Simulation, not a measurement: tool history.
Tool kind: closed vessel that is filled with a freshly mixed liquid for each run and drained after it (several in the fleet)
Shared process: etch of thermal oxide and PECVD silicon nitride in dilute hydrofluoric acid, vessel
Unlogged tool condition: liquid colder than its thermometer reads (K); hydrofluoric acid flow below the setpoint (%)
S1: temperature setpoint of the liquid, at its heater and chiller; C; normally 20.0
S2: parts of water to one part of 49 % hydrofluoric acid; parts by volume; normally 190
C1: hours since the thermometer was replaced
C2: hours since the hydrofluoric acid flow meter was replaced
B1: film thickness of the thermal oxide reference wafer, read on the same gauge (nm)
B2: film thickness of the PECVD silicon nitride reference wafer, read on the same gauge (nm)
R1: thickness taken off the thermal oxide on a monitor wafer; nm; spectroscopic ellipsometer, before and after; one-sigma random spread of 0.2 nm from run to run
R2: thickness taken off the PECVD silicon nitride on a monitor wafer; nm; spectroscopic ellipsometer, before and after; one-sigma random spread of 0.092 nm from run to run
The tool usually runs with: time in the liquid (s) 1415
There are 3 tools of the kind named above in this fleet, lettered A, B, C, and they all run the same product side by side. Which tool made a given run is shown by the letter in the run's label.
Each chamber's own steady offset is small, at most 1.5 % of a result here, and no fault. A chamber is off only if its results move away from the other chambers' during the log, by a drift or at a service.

{"run": "1A", "day": 0.317, "S1": 20.0, "S2": 190, "time in the liquid (s)": 1415, "C1": 177.9, "C2": 744.8, "B1": 150.0, "B2": 109.96, "R1": 26.676, "R2": 16.988}
{"run": "2C", "day": 0.575, "S1": 20.0, "S2": 190, "time in the liquid (s)": 1415, "C1": 537.9, "C2": 1026.7, "B1": 150.02, "B2": 109.99, "R1": 26.93, "R2": 17.107}
{"run": "3B", "day": 0.967, "S1": 20.0, "S2": 190, "time in the liquid (s)": 1415, "C1": 850.3, "C2": 668.5, "B1": 149.95, "B2": 110.01, "R1": 27.025, "R2": 16.851}
{"run": "4B", "day": 1.262, "S1": 20.0, "S2": 190, "time in the liquid (s)": 1415, "C1": 857.4, "C2": 675.6, "B1": 150.04, "B2": 109.99, "R1": 27.004, "R2": 16.79}
{"run": "5A", "day": 1.604, "S1": 20.0, "S2": 190, "time in the liquid (s)": 1415, "C1": 208.8, "C2": 775.7, "B1": 149.97, "B2": 110.04, "R1": 26.945, "R2": 17.019}
{"run": "6C", "day": 1.85, "S1": 17.5, "S2": 110, "time in the liquid (s)": 1415, "C1": 568.5, "C2": 1057.3, "B1": 150.02, "B2": 110.05, "R1": 45.382, "R2": 24.259}
{"run": "7A", "day": 2.171, "S1": 17.5, "S2": 110, "time in the liquid (s)": 1415, "C1": 222.4, "C2": 789.3, "B1": 150.01, "B2": 110.06, "R1": 45.341, "R2": 24.28}
{"run": "8C", "day": 2.471, "S1": 17.5, "S2": 110, "time in the liquid (s)": 1415, "C1": 583.4, "C2": 1072.2, "B1": 149.99, "B2": 110.01, "R1": 45.156, "R2": 24.349}
{"day": 2.738, "done": "chamber C: hydrofluoric acid flow meter replaced"}
{"run": "9B", "day": 2.846, "S1": 20.0, "S2": 190, "time in the liquid (s)": 1415, "C1": 895.4, "C2": 713.6, "B1": 150.01, "B2": 109.98, "R1": 27.018, "R2": 16.88}
{"run": "10C", "day": 3.179, "S1": 23.0, "S2": 190, "time in the liquid (s)": 1415, "C1": 600.4, "C2": 10.7, "B1": 150.0, "B2": 110.02, "R1": 29.696, "R2": 20.653}
{"run": "11B", "day": 3.596, "S1": 23.0, "S2": 190, "time in the liquid (s)": 1415, "C1": 913.4, "C2": 731.6, "B1": 150.0, "B2": 110.0, "R1": 30.67, "R2": 20.448}
{"run": "12A", "day": 3.875, "S1": 23.0, "S2": 190, "time in the liquid (s)": 1415, "C1": 263.3, "C2": 830.2, "B1": 150.0, "B2": 109.99, "R1": 29.739, "R2": 20.695}
{"run": "13A", "day": 4.142, "S1": 18.0, "S2": 190, "time in the liquid (s)": 1415, "C1": 269.7, "C2": 836.6, "B1": 150.01, "B2": 109.96, "R1": 24.711, "R2": 14.882}
{"run": "14B", "day": 4.421, "S1": 18.0, "S2": 190, "time in the liquid (s)": 1415, "C1": 933.2, "C2": 751.4, "B1": 149.97, "B2": 109.98, "R1": 24.99, "R2": 14.713}
{"run": "15C", "day": 4.775, "S1": 18.0, "S2": 190, "time in the liquid (s)": 1415, "C1": 638.7, "C2": 49.0, "B1": 150.0, "B2": 110.04, "R1": 23.774, "R2": 14.011}
{"run": "16B", "day": 5.029, "S1": 20.0, "S2": 190, "time in the liquid (s)": 1415, "C1": 947.8, "C2": 766.0, "B1": 149.98, "B2": 110.02, "R1": 26.749, "R2": 16.923}
{"run": "17A", "day": 5.396, "S1": 18.0, "S2": 190, "time in the liquid (s)": 1415, "C1": 299.8, "C2": 866.7, "B1": 150.01, "B2": 110.02, "R1": 24.771, "R2": 14.901}
{"run": "18C", "day": 5.725, "S1": 18.0, "S2": 190, "time in the liquid (s)": 1415, "C1": 661.5, "C2": 71.8, "B1": 150.02, "B2": 110.04, "R1": 23.841, "R2": 13.719}
{"run": "19A", "day": 5.95, "S1": 18.0, "S2": 190, "time in the liquid (s)": 1415, "C1": 313.1, "C2": 880.0, "B1": 149.99, "B2": 109.98, "R1": 24.825, "R2": 14.831}
{"run": "20C", "day": 6.367, "S1": 20.0, "S2": 190, "time in the liquid (s)": 855, "C1": 676.9, "C2": 87.2, "B1": 150.01, "B2": 109.98, "R1": 15.421, "R2": 9.3987}
{"run": "21B", "day": 6.75, "S1": 20.0, "S2": 190, "time in the liquid (s)": 855, "C1": 989.1, "C2": 807.3, "B1": 150.01, "B2": 110.05, "R1": 16.366, "R2": 10.234}

Read the log: is a single chamber off, either drifting away or since a service, is the gauge that measures every chamber drifting, or is nothing wrong beyond small per-chamber offsets? Name any odd chamber and what most likely caused it.

One chamber, C, drifts off from the rest bit by bit.
Cause: liquid colder than its thermometer reads (K) = 1.78.

Chamber C could run next with any of the 4 candidate recipes listed below; each alters the usual settings, and their results appear as question marks. Which one brings its results back in line with what the other chambers deliver on the usual settings?
Allowed miss from the other chambers' usual-settings mean, per result, to count as in line: R1 0.710 nm; R2 0.3200 nm
{"run": "22C-1", "day": 7.05, "S1": 18.0, "S2": 180, "time in the liquid (s)": 1270, "R1": "?", "R2": "?"}
{"run": "22C-2", "day": 7.05, "S1": 22.0, "S2": 200, "time in the liquid (s)": 1560, "R1": "?", "R2": "?"}
{"run": "22C-3", "day": 7.05, "S1": 19.0, "S2": 185, "time in the liquid (s)": 1335, "R1": "?", "R2": "?"}
{"run": "22C-4", "day": 7.05, "S1": 21.0, "S2": 195, "time in the liquid (s)": 1505, "R1": "?", "R2": "?"}

On the usual settings, the other chambers give on average: R1 26.889 nm; R2 16.8960 nm
run=22C-1 R1=22.101 R2=12.5210
run=22C-2 R1=28.204 R2=18.2600
run=22C-3 R1=23.458 R2=13.7470
run=22C-4 R1=26.954 R2=16.8860
Change 22C-4 lands the chamber within the allowed miss of the other chambers.

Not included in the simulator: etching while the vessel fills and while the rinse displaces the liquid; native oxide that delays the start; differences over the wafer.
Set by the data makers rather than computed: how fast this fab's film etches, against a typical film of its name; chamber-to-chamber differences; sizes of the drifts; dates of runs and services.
